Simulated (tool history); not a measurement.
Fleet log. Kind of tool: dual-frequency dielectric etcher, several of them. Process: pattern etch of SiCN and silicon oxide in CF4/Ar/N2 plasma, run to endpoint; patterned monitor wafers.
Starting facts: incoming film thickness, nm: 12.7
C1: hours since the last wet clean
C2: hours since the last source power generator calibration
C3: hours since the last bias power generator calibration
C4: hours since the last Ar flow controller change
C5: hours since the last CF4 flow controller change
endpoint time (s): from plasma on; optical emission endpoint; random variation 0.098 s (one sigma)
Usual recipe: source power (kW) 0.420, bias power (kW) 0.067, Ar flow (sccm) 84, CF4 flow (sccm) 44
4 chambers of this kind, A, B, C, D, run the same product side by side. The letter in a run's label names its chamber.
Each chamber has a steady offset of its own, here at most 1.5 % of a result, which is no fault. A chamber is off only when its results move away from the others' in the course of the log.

{"run": "1D", "hour": 5.2, "source power (kW)": 0.42, "bias power (kW)": 0.067, "Ar flow (sccm)": 84, "CF4 flow (sccm)": 44, "C1": 541.2, "C2": 3535.7, "C3": 1353.6, "C4": 386.8, "C5": 5327.7, "endpoint time (s)": 17.149}
{"run": "2C", "hour": 13.6, "source power (kW)": 0.42, "bias power (kW)": 0.067, "Ar flow (sccm)": 84, "CF4 flow (sccm)": 44, "C1": 293.2, "C2": 1782.7, "C3": 4261.7, "C4": 4916.7, "C5": 562.6, "endpoint time (s)": 16.812}
{"run": "3B", "hour": 19.1, "source power (kW)": 0.42, "bias power (kW)": 0.067, "Ar flow (sccm)": 84, "CF4 flow (sccm)": 44, "C1": 169.8, "C2": 19.9, "C3": 2923.4, "C4": 1411.3, "C5": 615.0, "endpoint time (s)": 16.824}
{"run": "4A", "hour": 25.1, "source power (kW)": 0.42, "bias power (kW)": 0.067, "Ar flow (sccm)": 84, "CF4 flow (sccm)": 44, "C1": 346.5, "C2": 1824.9, "C3": 719.6, "C4": 2291.0, "C5": 3010.5, "endpoint time (s)": 16.814}
{"hour": 27.0, "done": "chamber C: Ar flow controller replaced"}
{"run": "5B", "hour": 34.2, "source power (kW)": 0.42, "bias power (kW)": 0.067, "Ar flow (sccm)": 84, "CF4 flow (sccm)": 44, "C1": 184.9, "C2": 35.0, "C3": 2938.5, "C4": 1426.4, "C5": 630.1, "endpoint time (s)": 16.602}
{"run": "6C", "hour": 42.7, "source power (kW)": 0.48, "bias power (kW)": 0.067, "Ar flow (sccm)": 84, "CF4 flow (sccm)": 44, "C1": 322.3, "C2": 1811.8, "C3": 4290.8, "C4": 15.7, "C5": 591.7, "endpoint time (s)": 14.935}
{"run": "7A", "hour": 49.5, "source power (kW)": 0.48, "bias power (kW)": 0.067, "Ar flow (sccm)": 84, "CF4 flow (sccm)": 44, "C1": 370.9, "C2": 1849.3, "C3": 744.0, "C4": 2315.4, "C5": 3034.9, "endpoint time (s)": 14.941}
{"run": "8D", "hour": 55.9, "source power (kW)": 0.48, "bias power (kW)": 0.067, "Ar flow (sccm)": 84, "CF4 flow (sccm)": 44, "C1": 591.9, "C2": 3586.4, "C3": 1404.3, "C4": 437.5, "C5": 5378.4, "endpoint time (s)": 15.149}
{"run": "9A", "hour": 63.1, "source power (kW)": 0.48, "bias power (kW)": 0.067, "Ar flow (sccm)": 84, "CF4 flow (sccm)": 44, "C1": 384.5, "C2": 1862.9, "C3": 757.6, "C4": 2329.0, "C5": 3048.5, "endpoint time (s)": 14.849}
{"hour": 65.6, "done": "chamber D: wet clean of the chamber"}
{"run": "10C", "hour": 68.3, "source power (kW)": 0.42, "bias power (kW)": 0.067, "Ar flow (sccm)": 84, "CF4 flow (sccm)": 44, "C1": 347.9, "C2": 1837.4, "C3": 4316.4, "C4": 41.3, "C5": 617.3, "endpoint time (s)": 17.059}
{"run": "11B", "hour": 77.4, "source power (kW)": 0.38, "bias power (kW)": 0.067, "Ar flow (sccm)": 84, "CF4 flow (sccm)": 37, "C1": 228.1, "C2": 78.2, "C3": 2981.7, "C4": 1469.6, "C5": 673.3, "endpoint time (s)": 18.565}
{"run": "12D", "hour": 82.7, "source power (kW)": 0.38, "bias power (kW)": 0.067, "Ar flow (sccm)": 84, "CF4 flow (sccm)": 37, "C1": 17.2, "C2": 3613.2, "C3": 1431.1, "C4": 464.3, "C5": 5405.2, "endpoint time (s)": 19.794}
{"hour": 91.0, "done": "chamber B: Ar flow controller replaced"}
{"run": "13A", "hour": 91.6, "source power (kW)": 0.38, "bias power (kW)": 0.067, "Ar flow (sccm)": 84, "CF4 flow (sccm)": 37, "C1": 413.0, "C2": 1891.4, "C3": 786.1, "C4": 2357.5, "C5": 3077.0, "endpoint time (s)": 18.91}
{"run": "14B", "hour": 97.3, "source power (kW)": 0.38, "bias power (kW)": 0.067, "Ar flow (sccm)": 84, "CF4 flow (sccm)": 37, "C1": 248.0, "C2": 98.1, "C3": 3001.6, "C4": 6.3, "C5": 693.2, "endpoint time (s)": 18.57}
{"run": "15D", "hour": 104.0, "source power (kW)": 0.42, "bias power (kW)": 0.067, "Ar flow (sccm)": 84, "CF4 flow (sccm)": 44, "C1": 38.5, "C2": 3634.5, "C3": 1452.4, "C4": 485.6, "C5": 5426.5, "endpoint time (s)": 17.728}
{"run": "16C", "hour": 112.3, "source power (kW)": 0.42, "bias power (kW)": 0.067, "Ar flow (sccm)": 84, "CF4 flow (sccm)": 44, "C1": 391.9, "C2": 1881.4, "C3": 4360.4, "C4": 85.3, "C5": 661.3, "endpoint time (s)": 16.908}
{"run": "17D", "hour": 116.6, "source power (kW)": 0.42, "bias power (kW)": 0.067, "Ar flow (sccm)": 84, "CF4 flow (sccm)": 44, "C1": 51.1, "C2": 3647.1, "C3": 1465.0, "C4": 498.2, "C5": 5439.1, "endpoint time (s)": 17.558}
{"run": "18A", "hour": 124.7, "source power (kW)": 0.42, "bias power (kW)": 0.067, "Ar flow (sccm)": 84, "CF4 flow (sccm)": 44, "C1": 446.1, "C2": 1924.5, "C3": 819.2, "C4": 2390.6, "C5": 3110.1, "endpoint time (s)": 16.908}
{"run": "19B", "hour": 133.0, "source power (kW)": 0.48, "bias power (kW)": 0.067, "Ar flow (sccm)": 84, "CF4 flow (sccm)": 44, "C1": 283.7, "C2": 133.8, "C3": 3037.3, "C4": 42.0, "C5": 728.9, "endpoint time (s)": 14.886}
{"run": "20C", "hour": 141.8, "source power (kW)": 0.48, "bias power (kW)": 0.067, "Ar flow (sccm)": 84, "CF4 flow (sccm)": 44, "C1": 421.4, "C2": 1910.9, "C3": 4389.9, "C4": 114.8, "C5": 690.8, "endpoint time (s)": 14.82}
{"run": "21D", "hour": 147.1, "source power (kW)": 0.48, "bias power (kW)": 0.067, "Ar flow (sccm)": 84, "CF4 flow (sccm)": 44, "C1": 81.6, "C2": 3677.6, "C3": 1495.5, "C4": 528.7, "C5": 5469.6, "endpoint time (s)": 15.756}
{"run": "22A", "hour": 155.0, "source power (kW)": 0.48, "bias power (kW)": 0.067, "Ar flow (sccm)": 84, "CF4 flow (sccm)": 44, "C1": 476.4, "C2": 1954.8, "C3": 849.5, "C4": 2420.9, "C5": 3140.4, "endpoint time (s)": 15.017}
{"run": "23C", "hour": 161.9, "source power (kW)": 0.42, "bias power (kW)": 0.067, "Ar flow (sccm)": 84, "CF4 flow (sccm)": 44, "C1": 441.5, "C2": 1931.0, "C3": 4410.0, "C4": 134.9, "C5": 710.9, "endpoint time (s)": 16.888}
{"run": "24B", "hour": 168.4, "source power (kW)": 0.42, "bias power (kW)": 0.067, "Ar flow (sccm)": 84, "CF4 flow (sccm)": 44, "C1": 319.1, "C2": 169.2, "C3": 3072.7, "C4": 77.4, "C5": 764.3, "endpoint time (s)": 16.675}
{"run": "25C", "hour": 173.2, "source power (kW)": 0.42, "bias power (kW)": 0.067, "Ar flow (sccm)": 84, "CF4 flow (sccm)": 44, "C1": 452.8, "C2": 1942.3, "C3": 4421.3, "C4": 146.2, "C5": 722.2, "endpoint time (s)": 16.771}

What goes on in this fleet: one chamber off, a drifting gauge, or nothing beyond the chambers' own small offsets? Name the chamber and the cause, if any.

After it was serviced, chamber D no longer matches the other chambers.
Most likely cause: etch rate under this chamber's usual, % = 3.6.

Below are 4 candidate recipes for chamber D's next run, each the usual settings with a change, their results shown as question marks. Which of them brings D's results back in line with what the other chambers give on the usual settings?
Allowed miss from the other chambers' usual-settings mean, per result, to count as in line: endpoint time (s) 0.340
{"run": "26D-1", "hour": 179.9, "source power (kW)": 0.4, "bias power (kW)": 0.065, "Ar flow (sccm)": 84, "CF4 flow (sccm)": 44, "endpoint time (s)": "?"}
{"run": "26D-2", "hour": 179.9, "source power (kW)": 0.42, "bias power (kW)": 0.077, "Ar flow (sccm)": 84, "CF4 flow (sccm)": 44, "endpoint time (s)": "?"}
{"run": "26D-3", "hour": 179.9, "source power (kW)": 0.39, "bias power (kW)": 0.064, "Ar flow (sccm)": 85, "CF4 flow (sccm)": 43, "endpoint time (s)": "?"}
{"run": "26D-4", "hour": 179.9, "source power (kW)": 0.42, "bias power (kW)": 0.085, "Ar flow (sccm)": 84, "CF4 flow (sccm)": 44, "endpoint time (s)": "?"}

Usual-settings mean across the other chambers: endpoint time (s) 16.750
run=26D-1 endpoint_time_(s)=18.594
run=26D-2 endpoint_time_(s)=16.775
run=26D-3 endpoint_time_(s)=19.224
run=26D-4 endpoint_time_(s)=16.180
26D-2 is the one that brings the chamber's results back in line with the other chambers.

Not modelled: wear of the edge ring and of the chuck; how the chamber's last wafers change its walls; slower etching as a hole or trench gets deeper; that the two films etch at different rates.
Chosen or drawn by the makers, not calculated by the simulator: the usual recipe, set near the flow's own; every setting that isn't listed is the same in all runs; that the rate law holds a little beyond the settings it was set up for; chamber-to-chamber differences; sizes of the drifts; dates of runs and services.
